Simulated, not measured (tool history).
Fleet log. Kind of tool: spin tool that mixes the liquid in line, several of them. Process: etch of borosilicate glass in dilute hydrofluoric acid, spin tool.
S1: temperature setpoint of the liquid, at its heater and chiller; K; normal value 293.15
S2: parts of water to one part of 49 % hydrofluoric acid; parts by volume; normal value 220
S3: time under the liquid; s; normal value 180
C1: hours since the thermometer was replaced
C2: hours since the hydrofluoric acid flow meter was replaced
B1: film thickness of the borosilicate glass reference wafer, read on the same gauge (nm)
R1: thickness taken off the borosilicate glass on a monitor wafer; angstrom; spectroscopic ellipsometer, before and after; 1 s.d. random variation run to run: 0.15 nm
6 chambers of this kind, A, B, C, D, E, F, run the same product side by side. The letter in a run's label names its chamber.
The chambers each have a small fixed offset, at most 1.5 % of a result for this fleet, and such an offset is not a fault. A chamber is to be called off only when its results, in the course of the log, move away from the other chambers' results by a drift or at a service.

run	hour	S1	S2	S3	C1	C2	B1	R1
1F	6.6	293.15	220	180	1528.9	458.0	110.00	203.94
2D	14.8	293.15	220	180	1984.8	166.9	109.99	197.12
3A	20.9	293.15	220	180	765.7	1062.3	110.01	204.09
4C	30.9	293.15	220	180	59.4	1599.4	110.04	203.85
5E	41.6	293.15	220	180	183.7	353.9	109.98	204.28
6B	49.1	293.15	220	180	1063.3	1128.9	109.94	203.95
# hour 51.9: chamber E: hydrofluoric acid flow meter replaced
7B	58.8	293.15	220	180	1073.0	1138.6	110.01	201.50
8F	66.4	293.15	220	180	1588.7	517.8	109.96	203.08
9A	73.6	293.15	220	180	818.4	1115.0	109.99	205.09
10D	79.8	295.15	290	180	2049.8	231.9	109.97	150.85
11C	84.7	295.15	290	180	113.2	1653.2	110.01	153.61
12E	94.8	295.15	290	180	236.9	42.9	109.99	151.86
13C	103.3	295.15	290	180	131.8	1671.8	110.03	155.95
14F	114.2	295.15	290	180	1636.5	565.6	109.97	155.68
15A	120.8	295.15	290	180	865.6	1162.2	110.00	154.53
16E	127.4	293.15	290	180	269.5	75.5	110.00	143.80
17D	133.9	293.15	290	180	2103.9	286.0	110.02	142.13
18B	142.1	293.15	290	180	1156.3	1221.9	110.00	144.76
19F	147.2	293.15	290	180	1669.5	598.6	109.98	143.90
20C	158.1	293.15	290	180	186.6	1726.6	110.02	141.56
21E	167.4	293.15	290	180	309.5	115.5	109.99	143.16
22B	177.3	293.15	220	180	1191.5	1257.1	110.01	202.58
23D	185.4	293.15	220	180	2155.4	337.5	110.02	199.06
24A	194.0	293.15	220	180	938.8	1235.4	110.00	203.70
25D	200.2	293.15	220	180	2170.2	352.3	110.02	202.56
26B	206.3	293.15	220	180	1220.5	1286.1	110.01	198.76
# hour 216.3: chamber D: thermometer replaced
27A	217.0	293.15	220	180	961.8	1258.4	109.98	201.10
28E	224.0	293.15	220	180	366.1	172.1	110.04	205.11
29F	229.3	293.15	220	180	1751.6	680.7	110.01	204.06
30C	237.0	293.15	220	180	265.5	1805.5	110.02	202.33
31A	246.5	293.15	220	180	991.3	1287.9	110.03	201.58
32F	252.8	293.15	145	180	1775.1	704.2	110.02	331.19
33D	260.7	293.15	145	180	44.5	412.8	109.99	335.87
34B	268.5	293.15	145	180	1282.7	1348.3	109.99	322.69
35C	277.7	293.15	145	180	306.2	1846.2	109.99	326.91
36E	284.3	293.15	145	180	426.4	232.4	109.96	333.00
37B	293.4	293.15	145	180	1307.6	1373.2	109.97	318.56
38C	299.8	293.15	220	180	328.3	1868.3	109.98	200.09

Does one chamber stand apart from the rest, does the shared gauge drift, or is all well apart from small per-chamber offsets? Give the chamber and the most likely cause, where there is one.

Little by little, chamber B moves away from the other chambers.
Cause: liquid colder than its thermometer reads (K) = 1.08.
With only this log, it may be confused with: hydrofluoric acid flow below the setpoint (%).

Below are 4 candidate recipes for chamber B's next run, each the usual settings with a change, their results shown as question marks. Which of them brings B's results back in line with what the other chambers give on the usual settings?
In line means no further than this from the other chambers' mean on the usual settings: R1 5.20 angstrom
39B-1	307.6	293.15	235	180				?
39B-2	307.6	293.15	220	175				?
39B-3	307.6	295.15	220	180				?
39B-4	307.6	294.15	220	180				?

The other chambers' mean on the usual settings: R1 202.29 angstrom
run	R1
39B-1	180.19
39B-2	189.88
39B-3	210.90
39B-4	203.04
With 39B-4, the chamber falls back in line with the rest.
